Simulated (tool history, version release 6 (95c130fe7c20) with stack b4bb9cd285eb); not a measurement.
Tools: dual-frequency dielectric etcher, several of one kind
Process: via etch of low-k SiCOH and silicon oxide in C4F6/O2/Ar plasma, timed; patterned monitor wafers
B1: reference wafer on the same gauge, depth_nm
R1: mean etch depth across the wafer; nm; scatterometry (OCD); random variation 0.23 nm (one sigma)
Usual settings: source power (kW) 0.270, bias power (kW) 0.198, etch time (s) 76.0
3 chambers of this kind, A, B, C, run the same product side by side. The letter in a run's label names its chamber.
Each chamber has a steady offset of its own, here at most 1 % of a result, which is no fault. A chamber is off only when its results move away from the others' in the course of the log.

{"run": "1B", "hour": 8.2, "source power (kW)": 0.27, "bias power (kW)": 0.198, "etch time (s)": 76.0, "B1": 153.96, "R1": 186.98}
{"run": "2A", "hour": 17.5, "source power (kW)": 0.27, "bias power (kW)": 0.198, "etch time (s)": 76.0, "B1": 153.9, "R1": 189.06}
{"run": "3C", "hour": 27.2, "source power (kW)": 0.27, "bias power (kW)": 0.198, "etch time (s)": 76.0, "B1": 153.91, "R1": 188.1}
{"run": "4A", "hour": 37.2, "source power (kW)": 0.27, "bias power (kW)": 0.198, "etch time (s)": 76.0, "B1": 153.84, "R1": 188.71}
{"run": "5C", "hour": 44.0, "source power (kW)": 0.27, "bias power (kW)": 0.198, "etch time (s)": 76.0, "B1": 153.79, "R1": 187.48}
{"run": "6B", "hour": 48.9, "source power (kW)": 0.27, "bias power (kW)": 0.198, "etch time (s)": 76.0, "B1": 153.78, "R1": 186.34}
{"run": "7B", "hour": 53.8, "source power (kW)": 0.27, "bias power (kW)": 0.198, "etch time (s)": 76.0, "B1": 153.7, "R1": 186.21}
{"run": "8C", "hour": 60.9, "source power (kW)": 0.27, "bias power (kW)": 0.198, "etch time (s)": 76.0, "B1": 153.73, "R1": 187.25}
{"run": "9A", "hour": 70.8, "source power (kW)": 0.27, "bias power (kW)": 0.198, "etch time (s)": 76.0, "B1": 153.7, "R1": 188.6}
{"run": "10C", "hour": 79.5, "source power (kW)": 0.27, "bias power (kW)": 0.24, "etch time (s)": 93.5, "B1": 153.65, "R1": 245.56}
{"hour": 82.1, "done": "chamber C: wet clean of the chamber"}
{"run": "11B", "hour": 85.4, "source power (kW)": 0.27, "bias power (kW)": 0.24, "etch time (s)": 93.5, "B1": 153.57, "R1": 244.14}
{"run": "12A", "hour": 91.9, "source power (kW)": 0.27, "bias power (kW)": 0.24, "etch time (s)": 93.5, "B1": 153.51, "R1": 247.08}
{"run": "13A", "hour": 96.7, "source power (kW)": 0.27, "bias power (kW)": 0.198, "etch time (s)": 76.0, "B1": 153.55, "R1": 188.52}
{"run": "14C", "hour": 103.9, "source power (kW)": 0.27, "bias power (kW)": 0.198, "etch time (s)": 76.0, "B1": 153.52, "R1": 187.51}
{"run": "15B", "hour": 113.9, "source power (kW)": 0.22, "bias power (kW)": 0.198, "etch time (s)": 66.0, "B1": 153.44, "R1": 149.24}
{"run": "16B", "hour": 121.1, "source power (kW)": 0.22, "bias power (kW)": 0.198, "etch time (s)": 66.0, "B1": 153.43, "R1": 149.43}
{"hour": 123.4, "done": "chamber C: source power generator calibrated"}
{"run": "17A", "hour": 127.4, "source power (kW)": 0.22, "bias power (kW)": 0.198, "etch time (s)": 66.0, "B1": 153.4, "R1": 151.36}
{"run": "18C", "hour": 133.8, "source power (kW)": 0.27, "bias power (kW)": 0.225, "etch time (s)": 58.5, "B1": 153.33, "R1": 150.38}
{"run": "19B", "hour": 139.7, "source power (kW)": 0.27, "bias power (kW)": 0.225, "etch time (s)": 58.5, "B1": 153.35, "R1": 149.5}
{"run": "20C", "hour": 147.1, "source power (kW)": 0.27, "bias power (kW)": 0.225, "etch time (s)": 58.5, "B1": 153.26, "R1": 150.26}
{"run": "21A", "hour": 153.7, "source power (kW)": 0.27, "bias power (kW)": 0.198, "etch time (s)": 76.0, "B1": 153.26, "R1": 187.81}

Is one chamber off against the others, does the gauge drift, or is nothing wrong? If a chamber is off, say which, and what the likeliest cause is.

The gauge drifts, so all chambers seem to drift together. No chamber is off.
Cause: gauge reads low (%) = 0.521.
